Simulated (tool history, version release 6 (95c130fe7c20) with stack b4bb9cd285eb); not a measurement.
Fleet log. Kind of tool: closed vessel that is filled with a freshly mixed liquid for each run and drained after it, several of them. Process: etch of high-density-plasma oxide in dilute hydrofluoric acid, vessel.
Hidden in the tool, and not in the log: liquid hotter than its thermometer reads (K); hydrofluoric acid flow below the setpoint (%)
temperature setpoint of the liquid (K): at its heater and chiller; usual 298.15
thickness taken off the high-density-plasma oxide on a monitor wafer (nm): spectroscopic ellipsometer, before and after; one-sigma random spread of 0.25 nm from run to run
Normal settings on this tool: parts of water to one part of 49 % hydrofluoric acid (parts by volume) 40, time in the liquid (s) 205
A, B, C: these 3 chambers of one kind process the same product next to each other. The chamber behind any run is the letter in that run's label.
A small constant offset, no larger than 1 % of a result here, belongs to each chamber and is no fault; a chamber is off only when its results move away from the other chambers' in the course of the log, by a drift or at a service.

run   hour  temperature setpoint of the liquid (K)  parts of water to one part of 49 % hydrofluoric acid (parts by volume)  time in the liquid (s)  hours since the thermometer was replaced  hours since the hydrofluoric acid flow meter was replaced  read-back film thickness of the high-density-plasma oxide reference wafer, read on the same gauge (nm)  thickness taken off the high-density-plasma oxide on a monitor wafer (nm)
       4.3  -- chamber C: thermometer replaced
 1C    7.4                                  298.15                                                                      40                     205                                       3.1                                                     1237.2                                                                                                     150                                                                     48.415
 2A   14.8                                  298.15                                                                      40                     205                                     190.3                                                      638.1                                                                                                  149.99                                                                     48.979
 3B   21.6                                  298.15                                                                      40                     205                                     671.5                                                       54.9                                                                                                  150.02                                                                     48.517
 4B   25.4                                  298.15                                                                      40                     205                                     675.3                                                       58.7                                                                                                  150.02                                                                     47.833
 5A     32                                  298.15                                                                      40                     205                                     207.5                                                      655.3                                                                                                  150.02                                                                      49.54
 6C     37                                  298.15                                                                      40                     205                                      32.7                                                     1266.8                                                                                                  150.02                                                                     48.687
 7A   43.2                                  298.15                                                                      40                     205                                     218.7                                                      666.5                                                                                                  149.99                                                                     48.798
 8C   51.9                                  298.15                                                                      40                     205                                      47.6                                                     1281.7                                                                                                  149.98                                                                     48.567
 9B   60.4                                  303.15                                                                      40                     205                                     710.3                                                       93.7                                                                                                  149.98                                                                     59.157
10C   64.9                                  303.15                                                                      40                     205                                      60.6                                                     1294.7                                                                                                     150                                                                     59.093
11A     73                                  303.15                                                                      40                     205                                     248.5                                                      696.3                                                                                                     150                                                                     60.092
12B   77.3                                  298.15                                                                      40                     260                                     727.2                                                      110.6                                                                                                  149.99                                                                     60.853
13A   81.2                                  298.15                                                                      40                     260                                     256.7                                                      704.5                                                                                                  149.99                                                                     62.719
14B     88                                  298.15                                                                      40                     260                                     737.9                                                      121.3                                                                                                  150.01                                                                     61.027
15C   95.9                                  298.15                                                                      40                     205                                      91.6                                                     1325.7                                                                                                     150                                                                     48.876
16B  100.4                                  298.15                                                                      40                     205                                     750.3                                                      133.7                                                                                                  150.03                                                                     48.338
17C  106.4                                  298.15                                                                      40                     205                                     102.1                                                     1336.2                                                                                                  149.99                                                                     48.702
18A  110.2                                  298.15                                                                      40                     205                                     285.7                                                      733.5                                                                                                  150.03                                                                     49.296
19A  114.8                                  298.15                                                                      40                     205                                     290.3                                                      738.1                                                                                                  149.97                                                                     48.923
20C  120.7                                  301.65                                                                      40                      85                                     116.4                                                     1350.5                                                                                                  149.98                                                                     23.116
21B  128.9                                  301.65                                                                      40                      85                                     778.8                                                      162.2                                                                                                  149.99                                                                     22.977
22B  137.1                                  301.65                                                                      40                      85                                       787                                                      170.4                                                                                                  150.02                                                                     22.983
23A    145                                  298.15                                                                      40                     205                                     320.5                                                      768.3                                                                                                  150.01                                                                     49.659
24C  149.9                                  298.15                                                                      40                     205                                     145.6                                                     1379.7                                                                                                  149.98                                                                     48.593
25B  154.7                                  298.15                                                                      40                     205                                     804.6                                                        188                                                                                                  150.02                                                                     48.476
26A  160.3                                  298.15                                                                      40                     260                                     335.8                                                      783.6                                                                                                  149.98                                                                     61.753
27C    165                                  298.15                                                                      40                     260                                     160.7                                                     1394.8                                                                                                  150.01                                                                     61.659
28B  170.7                                  298.15                                                                      40                     260                                     820.6                                                        204                                                                                                  149.99                                                                     61.438
29A  176.6                                  298.15                                                                      40                     205                                     352.1                                                      799.9                                                                                                     150                                                                     49.202
30C  184.3                                  298.15                                                                      40                     205                                       180                                                     1414.1                                                                                                  150.02                                                                     48.587
31B  190.9                                  298.15                                                                      40                     205                                     840.8                                                      224.2                                                                                                     150                                                                     48.623

Next, all 3 chambers run the settings below, one line each with question marks for the results. What does each chamber give?
32A  197.1                                  298.15                                                                      40                     205                                                                                                                                                                                                                                                                                       ?
32B  197.1                                  298.15                                                                      40                     205                                                                                                                                                                                                                                                                                       ?
32C  197.1                                  298.15                                                                      40                     205                                                                                                                                                                                                                                                                                       ?

run  thickness taken off the high-density-plasma oxide on a monitor wafer (nm)
32A                                                                     49.337
32B                                                                      48.35
32C                                                                     48.338

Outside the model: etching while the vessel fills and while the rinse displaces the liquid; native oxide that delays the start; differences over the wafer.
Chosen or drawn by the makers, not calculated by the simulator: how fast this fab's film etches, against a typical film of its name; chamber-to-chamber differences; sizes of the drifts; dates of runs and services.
